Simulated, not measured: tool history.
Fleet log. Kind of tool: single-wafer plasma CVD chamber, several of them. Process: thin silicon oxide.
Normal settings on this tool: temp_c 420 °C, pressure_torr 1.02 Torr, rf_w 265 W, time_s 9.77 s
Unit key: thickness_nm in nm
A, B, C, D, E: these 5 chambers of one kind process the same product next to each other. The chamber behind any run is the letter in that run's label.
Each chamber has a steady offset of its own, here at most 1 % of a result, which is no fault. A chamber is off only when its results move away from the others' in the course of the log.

run,hour,temp_c,pressure_torr,rf_w,time_s,hours since the last thermocouple change,hours since the last RF generator calibration,hours since the last manometer calibration,"read-back reference wafer on the same gauge, thickness_nm",thickness_nm
1C,5.7,420,1.02,265,9.77,1647.9,223.1,354.6,20.375,20.507
2E,12.5,420,1.02,265,9.77,701.4,949.1,1831.1,20.380,20.535
3D,17.1,420,1.02,265,9.77,509.4,290.6,960.9,20.397,20.533
4B,27.5,420,1.02,265,9.77,407.9,585.4,2571.1,20.398,20.548
5A,36.9,420,1.02,265,9.77,862.1,890.9,1045.3,20.351,20.326
6C,47.0,420,1.12,265,11.54,1689.2,264.4,395.9,20.396,25.796
7B,54.9,420,1.12,265,11.54,435.3,612.8,2598.5,20.413,25.907
8E,62.8,420,1.12,265,11.54,751.7,999.4,1881.4,20.421,26.147
9A,68.8,420,1.12,265,11.54,894.0,922.8,1077.2,20.397,25.565
10D,78.0,420,1.12,265,11.54,570.3,351.5,1021.8,20.402,25.750
11C,88.3,420,1.02,265,9.77,1730.5,305.7,437.2,20.404,20.779
12D,97.7,420,1.02,265,9.77,590.0,371.2,1041.5,20.378,20.661
13E,105.2,420,1.02,265,9.77,794.1,1041.8,1923.8,20.385,20.483
14B,114.8,420,1.02,265,9.77,495.2,672.7,2658.4,20.418,20.615
15A,120.1,420,1.02,265,9.77,945.3,974.1,1128.5,20.380,20.282
16B,127.6,420,1.02,265,9.77,508.0,685.5,2671.2,20.387,20.578
17C,136.8,420,1.02,265,9.77,1779.0,354.2,485.7,20.375,20.369
18D,143.5,420,1.02,265,9.77,635.8,417.0,1087.3,20.390,20.469
19A,148.9,420,1.02,265,9.77,974.1,1002.9,1157.3,20.375,20.568
20E,154.6,420,1.02,265,9.77,843.5,1091.2,1973.2,20.403,20.724
21D,161.8,420,1.02,265,9.77,654.1,435.3,1105.6,20.406,20.664
22A,171.3,420,1.02,265,9.77,996.5,1025.3,1179.7,20.397,20.257
23E,177.4,420,1.02,265,9.77,866.3,1114.0,1996.0,20.407,20.631
24B,185.7,420,1.02,265,9.77,566.1,743.6,2729.3,20.429,20.622
25C,193.2,420,1.02,265,9.77,1835.4,410.6,542.1,20.367,20.394
26D,202.5,420,1.02,265,9.77,694.8,476.0,1146.3,20.417,20.291
27E,209.5,420,1.02,265,11.55,898.4,1146.1,2028.1,20.395,24.311
28C,217.1,420,1.02,265,11.55,1859.3,434.5,566.0,20.409,24.049
29A,226.8,420,1.02,265,11.55,1052.0,1080.8,1235.2,20.409,23.972
30B,235.0,420,1.02,265,11.55,615.4,792.9,2778.6,20.377,24.151
31B,242.0,420,1.02,265,11.55,622.4,799.9,2785.6,20.406,24.538
32E,250.2,420,0.78,265,10.80,939.1,1186.8,2068.8,20.421,18.078
33D,254.9,420,0.78,265,10.80,747.2,528.4,1198.7,20.396,17.909
34C,263.5,420,0.78,265,10.80,1905.7,480.9,612.4,20.406,18.023
35A,269.6,420,0.78,265,10.80,1094.8,1123.6,1278.0,20.407,18.002
36D,279.7,420,0.78,265,10.80,772.0,553.2,1223.5,20.417,18.159
37A,285.8,420,1.02,265,9.77,1111.0,1139.8,1294.2,20.408,20.267
38E,295.2,420,1.02,265,9.77,984.1,1231.8,2113.8,20.407,20.741
39C,300.4,420,1.02,265,9.77,1942.6,517.8,649.3,20.384,20.412
# hour 302.7: chamber A: thermocouple changed; heater temperature recalibrated
40B,305.2,420,1.02,265,9.77,685.6,863.1,2848.8,20.417,20.447
41A,312.6,420,1.02,265,9.77,9.9,1166.6,1321.0,20.424,20.432
42C,319.6,420,1.02,265,9.77,1961.8,537.0,668.5,20.393,20.543

One chamber off, gauge drift, or nothing amiss beyond the chambers' own small offsets? If it is a chamber, which one, and what is the likeliest cause?

The fleet is healthy, with each chamber sitting at its usual small offset and no drift in the gauge.
